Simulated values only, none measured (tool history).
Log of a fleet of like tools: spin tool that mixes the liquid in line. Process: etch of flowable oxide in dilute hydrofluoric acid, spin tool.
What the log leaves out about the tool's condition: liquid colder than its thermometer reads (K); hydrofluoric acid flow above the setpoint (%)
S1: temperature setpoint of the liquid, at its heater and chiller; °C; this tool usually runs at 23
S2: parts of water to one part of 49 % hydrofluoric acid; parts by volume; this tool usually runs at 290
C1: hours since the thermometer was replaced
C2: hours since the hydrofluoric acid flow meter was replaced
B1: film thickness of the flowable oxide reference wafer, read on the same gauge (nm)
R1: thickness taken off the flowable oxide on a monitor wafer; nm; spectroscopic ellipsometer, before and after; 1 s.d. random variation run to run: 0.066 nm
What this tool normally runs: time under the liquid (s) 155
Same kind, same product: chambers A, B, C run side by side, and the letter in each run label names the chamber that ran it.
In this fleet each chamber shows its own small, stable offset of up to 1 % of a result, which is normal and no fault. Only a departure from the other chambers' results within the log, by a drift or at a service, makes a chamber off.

run 1A day=0.429 | S1=23 S2=290 time_under_the_liquid_(s)=155 | C1=455.7 C2=623.5 | B1=120.02 | R1=14.644
run 2B day=0.775 | S1=23 S2=290 time_under_the_liquid_(s)=155 | C1=737.2 C2=819.3 | B1=119.99 | R1=14.545
-- day=0.871 chamber B: thermometer replaced
run 3C day=1.288 | S1=23 S2=290 time_under_the_liquid_(s)=155 | C1=993.3 C2=706.3 | B1=119.98 | R1=14.561
-- day=1.621 chamber C: thermometer replaced
run 4C day=1.800 | S1=23 S2=290 time_under_the_liquid_(s)=155 | C1=4.3 C2=718.6 | B1=119.98 | R1=14.655
run 5B day=2.267 | S1=23 S2=290 time_under_the_liquid_(s)=155 | C1=33.5 C2=855.1 | B1=120.03 | R1=14.488
run 6A day=2.871 | S1=23 S2=290 time_under_the_liquid_(s)=155 | C1=514.3 C2=682.1 | B1=120.01 | R1=14.630
run 7C day=3.396 | S1=23 S2=290 time_under_the_liquid_(s)=155 | C1=42.6 C2=756.9 | B1=120.00 | R1=14.735
run 8B day=3.692 | S1=23 S2=290 time_under_the_liquid_(s)=155 | C1=67.7 C2=889.3 | B1=120.01 | R1=14.399
run 9A day=4.004 | S1=23 S2=290 time_under_the_liquid_(s)=155 | C1=541.5 C2=709.3 | B1=120.01 | R1=14.648
run 10C day=4.492 | S1=23 S2=290 time_under_the_liquid_(s)=155 | C1=68.9 C2=783.2 | B1=119.98 | R1=14.698
run 11A day=5.038 | S1=23 S2=290 time_under_the_liquid_(s)=155 | C1=566.3 C2=734.1 | B1=119.98 | R1=14.596
run 12B day=5.612 | S1=23 S2=290 time_under_the_liquid_(s)=155 | C1=113.8 C2=935.4 | B1=120.03 | R1=14.562
run 13A day=6.054 | S1=23 S2=290 time_under_the_liquid_(s)=155 | C1=590.7 C2=758.5 | B1=120.00 | R1=14.534
run 14C day=6.362 | S1=23 S2=290 time_under_the_liquid_(s)=155 | C1=113.8 C2=828.1 | B1=120.00 | R1=14.605
run 15B day=6.892 | S1=23 S2=290 time_under_the_liquid_(s)=155 | C1=144.5 C2=966.1 | B1=120.00 | R1=14.400
run 16C day=7.367 | S1=23 S2=290 time_under_the_liquid_(s)=155 | C1=137.9 C2=852.2 | B1=120.04 | R1=14.550
run 17A day=7.758 | S1=23 S2=290 time_under_the_liquid_(s)=155 | C1=631.6 C2=799.4 | B1=120.02 | R1=14.379
run 18B day=8.296 | S1=23 S2=290 time_under_the_liquid_(s)=155 | C1=178.2 C2=999.8 | B1=119.99 | R1=14.507
run 19A day=8.750 | S1=23 S2=290 time_under_the_liquid_(s)=155 | C1=655.4 C2=823.2 | B1=120.00 | R1=14.126
run 20B day=9.021 | S1=23 S2=290 time_under_the_liquid_(s)=155 | C1=195.6 C2=1017.2 | B1=119.99 | R1=14.456
run 21C day=9.438 | S1=23 S2=290 time_under_the_liquid_(s)=205 | C1=187.6 C2=901.9 | B1=119.99 | R1=19.347
run 22B day=9.858 | S1=23 S2=290 time_under_the_liquid_(s)=205 | C1=215.7 C2=1037.3 | B1=120.00 | R1=19.138
run 23A day=10.442 | S1=23 S2=290 time_under_the_liquid_(s)=205 | C1=696.0 C2=863.8 | B1=120.01 | R1=18.674
run 24C day=10.950 | S1=25 S2=290 time_under_the_liquid_(s)=155 | C1=223.9 C2=938.2 | B1=120.00 | R1=15.602
run 25B day=11.288 | S1=25 S2=290 time_under_the_liquid_(s)=155 | C1=250.0 C2=1071.6 | B1=120.02 | R1=15.570
run 26A day=11.600 | S1=25 S2=290 time_under_the_liquid_(s)=155 | C1=723.8 C2=891.6 | B1=120.01 | R1=15.103
run 27C day=11.983 | S1=23 S2=290 time_under_the_liquid_(s)=155 | C1=248.7 C2=963.0 | B1=120.01 | R1=14.618
run 28C day=12.592 | S1=23 S2=290 time_under_the_liquid_(s)=155 | C1=263.3 C2=977.6 | B1=120.01 | R1=14.614
run 29B day=13.071 | S1=23 S2=290 time_under_the_liquid_(s)=155 | C1=292.8 C2=1114.4 | B1=119.99 | R1=14.456
run 30A day=13.454 | S1=23 S2=180 time_under_the_liquid_(s)=65 | C1=768.3 C2=936.1 | B1=120.00 | R1=10.603
run 31A day=13.896 | S1=23 S2=180 time_under_the_liquid_(s)=65 | C1=778.9 C2=946.7 | B1=119.99 | R1=10.512
run 32C day=14.342 | S1=23 S2=180 time_under_the_liquid_(s)=65 | C1=305.3 C2=1019.6 | B1=119.99 | R1=11.244
run 33B day=14.925 | S1=23 S2=290 time_under_the_liquid_(s)=155 | C1=337.3 C2=1158.9 | B1=120.00 | R1=14.503

Has any chamber moved away from the others, gradually or after a service, or does the common gauge drift, or do the chambers differ only by their own small steady offsets? State the chamber and the most likely cause if one applies.

One chamber, A, drifts off from the rest bit by bit.
Cause: liquid colder than its thermometer reads (K) = 1.62.
The log might look much the same if the cause were instead: hydrofluoric acid flow below the setpoint (%).

Here are 4 candidates for chamber A's next run, each the usual settings with a change, their results left as question marks. Which one brings its results back in line with what the others give on the usual settings?
A result is in line if it is within this distance of the other chambers' mean on the usual settings: R1 0.230 nm
run 34A-1 day=15.362 | S1=23 S2=285 time_under_the_liquid_(s)=160 | R1=?
run 34A-2 day=15.362 | S1=23 S2=295 time_under_the_liquid_(s)=155 | R1=?
run 34A-3 day=15.362 | S1=23 S2=285 time_under_the_liquid_(s)=155 | R1=?
run 34A-4 day=15.362 | S1=23 S2=300 time_under_the_liquid_(s)=155 | R1=?

What the other chambers average on the usual settings: R1 14.545 nm
run=34A-1 R1=14.552
run=34A-2 R1=13.487
run=34A-3 R1=14.098
run=34A-4 R1=13.198
34A-1 brings the chamber back in line.

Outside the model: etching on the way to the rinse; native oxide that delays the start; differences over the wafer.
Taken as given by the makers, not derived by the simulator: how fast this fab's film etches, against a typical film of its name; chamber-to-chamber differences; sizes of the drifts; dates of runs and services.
